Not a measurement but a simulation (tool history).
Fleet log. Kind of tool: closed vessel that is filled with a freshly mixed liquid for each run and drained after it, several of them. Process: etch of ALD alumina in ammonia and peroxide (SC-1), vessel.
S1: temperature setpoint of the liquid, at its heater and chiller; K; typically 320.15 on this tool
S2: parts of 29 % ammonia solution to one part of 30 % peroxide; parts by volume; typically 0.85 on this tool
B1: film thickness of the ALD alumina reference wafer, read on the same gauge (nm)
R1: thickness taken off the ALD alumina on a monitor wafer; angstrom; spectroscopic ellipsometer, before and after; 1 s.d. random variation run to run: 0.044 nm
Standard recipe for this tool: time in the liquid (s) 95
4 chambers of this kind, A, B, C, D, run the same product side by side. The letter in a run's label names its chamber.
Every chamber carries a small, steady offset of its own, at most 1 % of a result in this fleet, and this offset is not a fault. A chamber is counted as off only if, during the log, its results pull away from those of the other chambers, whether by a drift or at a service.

{"run": "1B", "day": 0.354, "S1": 320.15, "S2": 0.85, "time in the liquid (s)": 95, "B1": 99.991, "R1": 46.888}
{"run": "2A", "day": 0.675, "S1": 320.15, "S2": 0.85, "time in the liquid (s)": 95, "B1": 100.0, "R1": 46.608}
{"run": "3C", "day": 1.017, "S1": 320.15, "S2": 0.85, "time in the liquid (s)": 95, "B1": 99.982, "R1": 47.428}
{"run": "4D", "day": 1.288, "S1": 320.15, "S2": 0.85, "time in the liquid (s)": 95, "B1": 99.992, "R1": 47.222}
{"run": "5A", "day": 1.517, "S1": 320.15, "S2": 0.85, "time in the liquid (s)": 130, "B1": 100.02, "R1": 64.121}
{"run": "6B", "day": 1.729, "S1": 320.15, "S2": 0.85, "time in the liquid (s)": 130, "B1": 100.01, "R1": 63.243}
{"run": "7C", "day": 2.104, "S1": 320.15, "S2": 0.85, "time in the liquid (s)": 130, "B1": 100.01, "R1": 64.991}
{"run": "8D", "day": 2.288, "S1": 320.15, "S2": 0.85, "time in the liquid (s)": 130, "B1": 99.981, "R1": 65.169}
{"run": "9D", "day": 2.471, "S1": 320.15, "S2": 0.85, "time in the liquid (s)": 95, "B1": 100.01, "R1": 47.013}
{"run": "10B", "day": 2.792, "S1": 320.15, "S2": 0.85, "time in the liquid (s)": 95, "B1": 100.01, "R1": 46.484}
{"run": "11A", "day": 3.008, "S1": 320.15, "S2": 0.85, "time in the liquid (s)": 95, "B1": 99.984, "R1": 46.973}
{"run": "12C", "day": 3.262, "S1": 320.15, "S2": 0.85, "time in the liquid (s)": 95, "B1": 100.02, "R1": 47.343}
{"run": "13D", "day": 3.567, "S1": 320.15, "S2": 0.85, "time in the liquid (s)": 95, "B1": 99.999, "R1": 47.534}
{"run": "14B", "day": 3.871, "S1": 320.15, "S2": 0.85, "time in the liquid (s)": 40, "B1": 100.01, "R1": 19.761}
{"run": "15C", "day": 4.142, "S1": 320.15, "S2": 0.85, "time in the liquid (s)": 40, "B1": 100.02, "R1": 19.751}
{"run": "16A", "day": 4.442, "S1": 320.15, "S2": 0.85, "time in the liquid (s)": 40, "B1": 99.993, "R1": 20.206}
{"run": "17A", "day": 4.646, "S1": 320.15, "S2": 0.85, "time in the liquid (s)": 40, "B1": 99.976, "R1": 20.12}
{"run": "18D", "day": 4.9, "S1": 320.15, "S2": 0.85, "time in the liquid (s)": 95, "B1": 99.997, "R1": 48.171}
{"run": "19B", "day": 5.088, "S1": 320.15, "S2": 0.85, "time in the liquid (s)": 95, "B1": 99.994, "R1": 47.456}
{"run": "20C", "day": 5.425, "S1": 320.15, "S2": 0.65, "time in the liquid (s)": 95, "B1": 99.995, "R1": 45.661}
{"run": "21B", "day": 5.642, "S1": 320.15, "S2": 0.65, "time in the liquid (s)": 95, "B1": 100.01, "R1": 45.858}
{"run": "22D", "day": 5.992, "S1": 320.15, "S2": 0.65, "time in the liquid (s)": 95, "B1": 100.02, "R1": 46.364}
{"run": "23A", "day": 6.362, "S1": 320.15, "S2": 0.65, "time in the liquid (s)": 95, "B1": 99.99, "R1": 47.86}
{"run": "24C", "day": 6.708, "S1": 320.15, "S2": 0.85, "time in the liquid (s)": 95, "B1": 100.0, "R1": 46.934}
{"run": "25B", "day": 7.075, "S1": 320.15, "S2": 0.85, "time in the liquid (s)": 95, "B1": 99.986, "R1": 47.317}
{"run": "26D", "day": 7.429, "S1": 320.15, "S2": 0.85, "time in the liquid (s)": 95, "B1": 100.0, "R1": 47.811}

Predict what each chamber gives when all 4 of them run the settings below next.
{"run": "27A", "day": 7.704, "S1": 320.15, "S2": 0.65, "time in the liquid (s)": 95, "R1": "?"}
{"run": "27B", "day": 7.704, "S1": 320.15, "S2": 0.65, "time in the liquid (s)": 95, "R1": "?"}
{"run": "27C", "day": 7.704, "S1": 320.15, "S2": 0.65, "time in the liquid (s)": 95, "R1": "?"}
{"run": "27D", "day": 7.704, "S1": 320.15, "S2": 0.65, "time in the liquid (s)": 95, "R1": "?"}

run=27A R1=48.286
run=27B R1=45.823
run=27C R1=46.698
run=27D R1=46.306

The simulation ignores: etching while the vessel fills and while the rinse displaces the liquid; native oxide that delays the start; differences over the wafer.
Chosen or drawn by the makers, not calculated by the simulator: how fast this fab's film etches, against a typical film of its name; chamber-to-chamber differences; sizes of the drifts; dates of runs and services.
